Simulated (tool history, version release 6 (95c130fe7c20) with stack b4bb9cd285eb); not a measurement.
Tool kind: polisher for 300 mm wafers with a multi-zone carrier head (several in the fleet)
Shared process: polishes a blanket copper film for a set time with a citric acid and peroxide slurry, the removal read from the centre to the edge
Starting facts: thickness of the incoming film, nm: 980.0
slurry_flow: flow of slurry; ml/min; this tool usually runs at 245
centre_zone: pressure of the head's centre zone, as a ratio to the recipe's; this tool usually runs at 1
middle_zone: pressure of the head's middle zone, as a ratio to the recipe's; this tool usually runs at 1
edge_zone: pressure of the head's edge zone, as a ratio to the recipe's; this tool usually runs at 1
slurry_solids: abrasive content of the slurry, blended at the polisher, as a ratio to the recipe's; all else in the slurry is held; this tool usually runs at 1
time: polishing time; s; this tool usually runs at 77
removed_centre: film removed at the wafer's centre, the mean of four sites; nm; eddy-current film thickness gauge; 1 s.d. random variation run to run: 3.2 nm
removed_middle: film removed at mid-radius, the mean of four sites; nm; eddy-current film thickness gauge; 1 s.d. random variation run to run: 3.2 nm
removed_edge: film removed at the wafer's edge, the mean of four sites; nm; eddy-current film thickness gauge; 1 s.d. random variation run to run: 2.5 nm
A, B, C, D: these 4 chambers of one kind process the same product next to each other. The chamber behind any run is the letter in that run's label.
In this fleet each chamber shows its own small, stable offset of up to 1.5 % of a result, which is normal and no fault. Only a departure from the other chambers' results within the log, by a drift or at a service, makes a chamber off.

run 1D day=0.108 | slurry_flow=245 centre_zone=1 middle_zone=1 edge_zone=1 slurry_solids=1 time=77 | removed_centre=269.38 removed_middle=257.17 removed_edge=264.28
-- day=0.129 chamber D: centre zone pressure recalibrated
run 2C day=0.221 | slurry_flow=245 centre_zone=1 middle_zone=1 edge_zone=1 slurry_solids=1 time=77 | removed_centre=262.55 removed_middle=273.37 removed_edge=273.97
run 3A day=0.342 | slurry_flow=245 centre_zone=1 middle_zone=1 edge_zone=1 slurry_solids=1 time=77 | removed_centre=264.78 removed_middle=269.1 removed_edge=266.32
run 4B day=0.421 | slurry_flow=245 centre_zone=1 middle_zone=1 edge_zone=1 slurry_solids=1 time=77 | removed_centre=264.28 removed_middle=262.57 removed_edge=268.36
run 5B day=0.554 | slurry_flow=245 centre_zone=1 middle_zone=1 edge_zone=1 slurry_solids=1 time=77 | removed_centre=266.33 removed_middle=263.97 removed_edge=266.89
run 6C day=0.658 | slurry_flow=245 centre_zone=1 middle_zone=1 edge_zone=1 slurry_solids=1 time=77 | removed_centre=265.08 removed_middle=273.06 removed_edge=267.84
run 7D day=0.75 | slurry_flow=245 centre_zone=1 middle_zone=1 edge_zone=1 slurry_solids=1 time=77 | removed_centre=268.47 removed_middle=270.19 removed_edge=269.62
run 8A day=0.842 | slurry_flow=245 centre_zone=1 middle_zone=1 edge_zone=1 slurry_solids=1 time=77 | removed_centre=265.95 removed_middle=269.02 removed_edge=265.91
run 9B day=0.954 | slurry_flow=245 centre_zone=1 middle_zone=1 edge_zone=1 slurry_solids=1.2 time=77 | removed_centre=283.27 removed_middle=276.14 removed_edge=280.42
run 10D day=1.046 | slurry_flow=245 centre_zone=1 middle_zone=1 edge_zone=1 slurry_solids=1.2 time=77 | removed_centre=281.55 removed_middle=284.72 removed_edge=277.17
run 11A day=1.138 | slurry_flow=245 centre_zone=1 middle_zone=1 edge_zone=1 slurry_solids=1.2 time=77 | removed_centre=279.27 removed_middle=282.56 removed_edge=276.26
-- day=1.283 chamber B: worn pad replaced by a new one
run 12C day=1.312 | slurry_flow=245 centre_zone=1 middle_zone=1 edge_zone=1 slurry_solids=1.2 time=77 | removed_centre=281.82 removed_middle=274.84 removed_edge=276.91
run 13B day=1.408 | slurry_flow=245 centre_zone=1 middle_zone=1 edge_zone=1 slurry_solids=1 time=77 | removed_centre=271.23 removed_middle=265.06 removed_edge=266.56
run 14C day=1.517 | slurry_flow=245 centre_zone=1 middle_zone=1 edge_zone=1 slurry_solids=1 time=77 | removed_centre=261.99 removed_middle=261.48 removed_edge=262.89
run 15D day=1.658 | slurry_flow=245 centre_zone=1 middle_zone=1 edge_zone=1 slurry_solids=1 time=77 | removed_centre=262.45 removed_middle=264.54 removed_edge=268.71
run 16A day=1.758 | slurry_flow=245 centre_zone=1 middle_zone=1 edge_zone=1 slurry_solids=1 time=77 | removed_centre=265.64 removed_middle=269.96 removed_edge=266.72
run 17A day=1.875 | slurry_flow=245 centre_zone=1 middle_zone=1 edge_zone=1 slurry_solids=1 time=77 | removed_centre=265.26 removed_middle=267.46 removed_edge=265.94
run 18C day=2 | slurry_flow=190 centre_zone=1 middle_zone=1 edge_zone=1 slurry_solids=0.8 time=77 | removed_centre=240.27 removed_middle=240.6 removed_edge=241.46
run 19B day=2.183 | slurry_flow=190 centre_zone=1 middle_zone=1 edge_zone=1 slurry_solids=0.8 time=77 | removed_centre=248.01 removed_middle=245.11 removed_edge=247.96
run 20D day=2.271 | slurry_flow=190 centre_zone=1 middle_zone=1 edge_zone=1 slurry_solids=0.8 time=77 | removed_centre=245.71 removed_middle=246.23 removed_edge=246.66
run 21B day=2.362 | slurry_flow=190 centre_zone=1 middle_zone=1 edge_zone=1 slurry_solids=0.8 time=77 | removed_centre=244.99 removed_middle=244.25 removed_edge=247.26
run 22C day=2.517 | slurry_flow=245 centre_zone=1 middle_zone=1 edge_zone=1 slurry_solids=1 time=77 | removed_centre=248.73 removed_middle=256.41 removed_edge=255.85
-- day=2.538 chamber D: worn pad replaced by a new one
run 23D day=2.621 | slurry_flow=245 centre_zone=1 middle_zone=1 edge_zone=1 slurry_solids=1 time=77 | removed_centre=267.66 removed_middle=261.75 removed_edge=272.63
run 24A day=2.7 | slurry_flow=245 centre_zone=1 middle_zone=1 edge_zone=1 slurry_solids=1 time=77 | removed_centre=266.63 removed_middle=269.69 removed_edge=263.17
run 25C day=2.867 | slurry_flow=305 centre_zone=1 middle_zone=1 edge_zone=1 slurry_solids=1 time=77 | removed_centre=258.09 removed_middle=256.61 removed_edge=260.17
-- day=2.912 chamber B: centre zone pressure recalibrated
run 26B day=3.004 | slurry_flow=305 centre_zone=1 middle_zone=1 edge_zone=1 slurry_solids=1 time=77 | removed_centre=271.59 removed_middle=267.08 removed_edge=272.38
run 27D day=3.1 | slurry_flow=305 centre_zone=1 middle_zone=1 edge_zone=1 slurry_solids=1 time=77 | removed_centre=275.53 removed_middle=266.85 removed_edge=273.57
run 28A day=3.246 | slurry_flow=305 centre_zone=1 middle_zone=1 edge_zone=1 slurry_solids=1 time=77 | removed_centre=272.12 removed_middle=277.57 removed_edge=268.87
run 29C day=3.388 | slurry_flow=245 centre_zone=1 middle_zone=1 edge_zone=1 slurry_solids=1 time=77 | removed_centre=246.91 removed_middle=249.89 removed_edge=243.75
run 30B day=3.542 | slurry_flow=245 centre_zone=1 middle_zone=1 edge_zone=1 slurry_solids=1.15 time=77 | removed_centre=266.37 removed_middle=270.5 removed_edge=280.86
run 31A day=3.629 | slurry_flow=245 centre_zone=1 middle_zone=1 edge_zone=1 slurry_solids=1.15 time=77 | removed_centre=274.39 removed_middle=272.99 removed_edge=276.58
run 32D day=3.75 | slurry_flow=245 centre_zone=1 middle_zone=1 edge_zone=1 slurry_solids=1.15 time=77 | removed_centre=278.54 removed_middle=273.28 removed_edge=275.71
run 33D day=3.85 | slurry_flow=245 centre_zone=1 middle_zone=1 edge_zone=1 slurry_solids=1.15 time=77 | removed_centre=276.11 removed_middle=274.28 removed_edge=277.53
run 34B day=3.992 | slurry_flow=245 centre_zone=1 middle_zone=1 edge_zone=1 slurry_solids=1.25 time=77 | removed_centre=279.8 removed_middle=283.47 removed_edge=281.14
run 35C day=4.171 | slurry_flow=245 centre_zone=1 middle_zone=1 edge_zone=1 slurry_solids=1.25 time=77 | removed_centre=255.21 removed_middle=256.95 removed_edge=250.17
run 36A day=4.3 | slurry_flow=245 centre_zone=1 middle_zone=1 edge_zone=1 slurry_solids=1.25 time=77 | removed_centre=277.38 removed_middle=281.49 removed_edge=278.47
run 37B day=4.458 | slurry_flow=245 centre_zone=1 middle_zone=1 edge_zone=1 slurry_solids=1.25 time=77 | removed_centre=275.23 removed_middle=277.96 removed_edge=283.93

Predict what each chamber gives when all 4 of them run the settings below next.
run 38A day=4.588 | slurry_flow=245 centre_zone=1 middle_zone=1 edge_zone=1 slurry_solids=1 time=77 | removed_centre=? removed_middle=? removed_edge=?
run 38B day=4.588 | slurry_flow=245 centre_zone=1 middle_zone=1 edge_zone=1 slurry_solids=1 time=77 | removed_centre=? removed_middle=? removed_edge=?
run 38C day=4.588 | slurry_flow=245 centre_zone=1 middle_zone=1 edge_zone=1 slurry_solids=1 time=77 | removed_centre=? removed_middle=? removed_edge=?
run 38D day=4.588 | slurry_flow=245 centre_zone=1 middle_zone=1 edge_zone=1 slurry_solids=1 time=77 | removed_centre=? removed_middle=? removed_edge=?

run=38A removed_centre=257.57 removed_middle=270.69 removed_edge=270.27
run=38B removed_centre=265.4 removed_middle=264.22 removed_edge=266.96
run=38C removed_centre=239.62 removed_middle=240.41 removed_edge=233.62
run=38D removed_centre=265.89 removed_middle=267.08 removed_edge=267.52

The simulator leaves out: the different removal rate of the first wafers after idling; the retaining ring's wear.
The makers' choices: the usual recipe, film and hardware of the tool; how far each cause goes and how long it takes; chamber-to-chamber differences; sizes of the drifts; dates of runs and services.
